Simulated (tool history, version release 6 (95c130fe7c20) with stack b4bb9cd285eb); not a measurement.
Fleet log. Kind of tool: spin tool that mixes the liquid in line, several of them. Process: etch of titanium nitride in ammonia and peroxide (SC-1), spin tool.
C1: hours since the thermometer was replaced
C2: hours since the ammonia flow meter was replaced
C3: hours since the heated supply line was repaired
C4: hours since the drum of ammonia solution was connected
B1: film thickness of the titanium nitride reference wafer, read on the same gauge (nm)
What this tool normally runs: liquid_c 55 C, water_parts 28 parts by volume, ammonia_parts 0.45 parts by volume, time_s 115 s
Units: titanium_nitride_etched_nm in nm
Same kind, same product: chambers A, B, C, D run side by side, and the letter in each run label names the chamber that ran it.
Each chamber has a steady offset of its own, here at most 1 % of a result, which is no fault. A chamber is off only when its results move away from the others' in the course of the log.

Run 1D, day 0.392: usual settings; C1 536.6; C2 1189.2; C3 1187.5; C4 348.4; B1 90.027. Result: titanium_nitride_etched_nm 5.2857 nm.
Run 2A, day 0.717: usual settings; C1 68.3; C2 304.4; C3 1589.3; C4 664.2; B1 89.998. Result: titanium_nitride_etched_nm 5.2213 nm.
Run 3C, day 1.033: usual settings; C1 207.3; C2 245.9; C3 2149.2; C4 294.4; B1 89.976. Result: titanium_nitride_etched_nm 5.179 nm.
Run 4B, day 1.408: usual settings; C1 387.2; C2 1195.6; C3 147.2; C4 298; B1 90.029. Result: titanium_nitride_etched_nm 5.2354 nm.
Run 5A, day 1.788: usual settings; C1 94; C2 330.1; C3 1615; C4 689.9; B1 89.986. Result: titanium_nitride_etched_nm 5.3281 nm.
Run 6D, day 1.979: usual settings; C1 574.7; C2 1227.3; C3 1225.6; C4 386.5; B1 89.969. Result: titanium_nitride_etched_nm 5.3697 nm.
Run 7C, day 2.283: usual settings; C1 237.3; C2 275.9; C3 2179.2; C4 324.4; B1 89.978. Result: titanium_nitride_etched_nm 5.2866 nm.
Run 8B, day 2.508: usual settings; C1 413.6; C2 1222; C3 173.6; C4 324.4; B1 90.004. Result: titanium_nitride_etched_nm 5.242 nm.
Run 9D, day 2.733: usual settings; C1 592.8; C2 1245.4; C3 1243.7; C4 404.6; B1 89.993. Result: titanium_nitride_etched_nm 5.2928 nm.
Run 10C, day 3.033: usual settings; C1 255.3; C2 293.9; C3 2197.2; C4 342.4; B1 90.03. Result: titanium_nitride_etched_nm 5.2621 nm.
Run 11A, day 3.392: usual settings; C1 132.5; C2 368.6; C3 1653.5; C4 728.4; B1 89.996. Result: titanium_nitride_etched_nm 5.1876 nm.
Run 12B, day 3.7: usual settings but water_parts 18.5 parts by volume, ammonia_parts 0.25 parts by volume; C1 442.2; C2 1250.6; C3 202.2; C4 353; B1 90.004. Result: titanium_nitride_etched_nm 5.9668 nm.
Run 13A, day 4.062: usual settings but water_parts 18.5 parts by volume, ammonia_parts 0.25 parts by volume; C1 148.6; C2 384.7; C3 1669.6; C4 744.5; B1 90.05. Result: titanium_nitride_etched_nm 5.9381 nm.
Run 14D, day 4.367: usual settings but water_parts 18.5 parts by volume, ammonia_parts 0.25 parts by volume; C1 632; C2 1284.6; C3 1282.9; C4 443.8; B1 89.989. Result: titanium_nitride_etched_nm 5.9583 nm.
Run 15C, day 4.558: usual settings but water_parts 18.5 parts by volume, ammonia_parts 0.25 parts by volume; C1 291.9; C2 330.5; C3 2233.8; C4 379; B1 90.007. Result: titanium_nitride_etched_nm 6.0079 nm.
Run 16B, day 4.788: usual settings; C1 468.3; C2 1276.7; C3 228.3; C4 379.1; B1 90.015. Result: titanium_nitride_etched_nm 5.332 nm.
Run 17B, day 5.038: usual settings; C1 474.3; C2 1282.7; C3 234.3; C4 385.1; B1 90.015. Result: titanium_nitride_etched_nm 5.1554 nm.
Run 18D, day 5.254: usual settings; C1 653.3; C2 1305.9; C3 1304.2; C4 465.1; B1 89.98. Result: titanium_nitride_etched_nm 5.2693 nm.
Run 19C, day 5.504: usual settings; C1 314.6; C2 353.2; C3 2256.5; C4 401.7; B1 90. Result: titanium_nitride_etched_nm 5.2391 nm.
Run 20A, day 5.767: usual settings; C1 189.5; C2 425.6; C3 1710.5; C4 785.4; B1 90.012. Result: titanium_nitride_etched_nm 5.1828 nm.
Run 21A, day 6.104: usual settings; C1 197.6; C2 433.7; C3 1718.6; C4 793.5; B1 90. Result: titanium_nitride_etched_nm 5.1103 nm.
Run 22D, day 6.296: usual settings; C1 678.3; C2 1330.9; C3 1329.2; C4 490.1; B1 90.042. Result: titanium_nitride_etched_nm 5.3046 nm.
Run 23C, day 6.679: usual settings; C1 342.8; C2 381.4; C3 2284.7; C4 429.9; B1 90.008. Result: titanium_nitride_etched_nm 5.2456 nm.
Run 24B, day 6.892: usual settings but ammonia_parts 0.65 parts by volume; C1 518.8; C2 1327.2; C3 278.8; C4 429.6; B1 89.962. Result: titanium_nitride_etched_nm 5.4932 nm.
Run 25D, day 7.254: usual settings but ammonia_parts 0.65 parts by volume; C1 701.3; C2 1353.9; C3 1352.2; C4 513.1; B1 90.016. Result: titanium_nitride_etched_nm 5.7371 nm.
Run 26B, day 7.546: usual settings but ammonia_parts 0.65 parts by volume; C1 534.5; C2 1342.9; C3 294.5; C4 445.3; B1 90.004. Result: titanium_nitride_etched_nm 5.6038 nm.
Run 27A, day 7.762: usual settings but ammonia_parts 0.65 parts by volume; C1 237.4; C2 473.5; C3 1758.4; C4 833.3; B1 89.984. Result: titanium_nitride_etched_nm 5.5173 nm.
Run 28C, day 8.129: usual settings; C1 377.6; C2 416.2; C3 2319.5; C4 464.7; B1 90.007. Result: titanium_nitride_etched_nm 5.2163 nm.
Run 29A, day 8.483: usual settings; C1 254.7; C2 490.8; C3 1775.7; C4 850.6; B1 90.002. Result: titanium_nitride_etched_nm 5.1238 nm.
Run 30C, day 8.75: usual settings; C1 392.5; C2 431.1; C3 2334.4; C4 479.6; B1 89.982. Result: titanium_nitride_etched_nm 5.2465 nm.
Run 31D, day 9.104: usual settings; C1 745.7; C2 1398.3; C3 1396.6; C4 557.5; B1 90.023. Result: titanium_nitride_etched_nm 5.2271 nm.
Run 32B, day 9.467: usual settings; C1 580.6; C2 1389; C3 340.6; C4 491.4; B1 90.013. Result: titanium_nitride_etched_nm 5.25 nm.
Run 33A, day 9.854: usual settings; C1 287.6; C2 523.7; C3 1808.6; C4 883.5; B1 90.001. Result: titanium_nitride_etched_nm 5.0296 nm.
Run 34B, day 10.158: usual settings; C1 597.2; C2 1405.6; C3 357.2; C4 508; B1 89.973. Result: titanium_nitride_etched_nm 5.2001 nm.
Run 35D, day 10.429: usual settings but water_parts 38 parts by volume; C1 777.5; C2 1430.1; C3 1428.4; C4 589.3; B1 90.001. Result: titanium_nitride_etched_nm 4.4204 nm.
Run 36C, day 10.746: usual settings but water_parts 38 parts by volume; C1 440.4; C2 479; C3 2382.3; C4 527.5; B1 89.999. Result: titanium_nitride_etched_nm 4.4996 nm.
Run 37D, day 10.979: usual settings but water_parts 38 parts by volume; C1 790.7; C2 1443.3; C3 1441.6; C4 602.5; B1 90.02. Result: titanium_nitride_etched_nm 4.4332 nm.
Run 38B, day 11.204: usual settings but water_parts 38 parts by volume; C1 622.3; C2 1430.7; C3 382.3; C4 533.1; B1 90.015. Result: titanium_nitride_etched_nm 4.4367 nm.
Run 39A, day 11.492: usual settings; C1 326.9; C2 563; C3 1847.9; C4 922.8; B1 89.983. Result: titanium_nitride_etched_nm 4.8774 nm.
Run 40C, day 11.679: usual settings; C1 462.8; C2 501.4; C3 2404.7; C4 549.9; B1 89.96. Result: titanium_nitride_etched_nm 5.2643 nm.

Is one chamber out of step, is the gauge drifting, or do the chambers differ by no more than their own small offsets? For an off chamber, give its letter and the likeliest cause.

It is chamber A that slowly wanders off from its peers.
Likeliest cause: temperature lost on the way to the wafer (K) = 0.841.
It could be hard to tell apart here from: liquid colder than its thermometer reads (K).

Which of the 4 candidates below, each the usual settings with something changed and its results left as question marks, puts chamber A back in line with what the other chambers give on the usual settings?
In line here means within this much of the mean the other chambers give on the usual settings: titanium_nitride_etched_nm 0.17 nm
Run 41A-1, day 11.971: usual settings but time_s 130 s. Result: titanium_nitride_etched_nm ?.
Run 41A-2, day 11.971: usual settings but water_parts 28.5 parts by volume, time_s 110 s. Result: titanium_nitride_etched_nm ?.
Run 41A-3, day 11.971: usual settings but liquid_c 53.5 C, water_parts 29 parts by volume. Result: titanium_nitride_etched_nm ?.
Run 41A-4, day 11.971: usual settings but water_parts 27.5 parts by volume, time_s 120 s. Result: titanium_nitride_etched_nm ?.

Other chambers, usual settings, mean: titanium_nitride_etched_nm 5.2683 nm
  run  titanium_nitride_etched_nm
41A-1                      5.6135
41A-2                      4.7015
41A-3                      4.3986
41A-4                       5.236
The answer is 41A-4, which returns the chamber to within the allowed miss of the others.
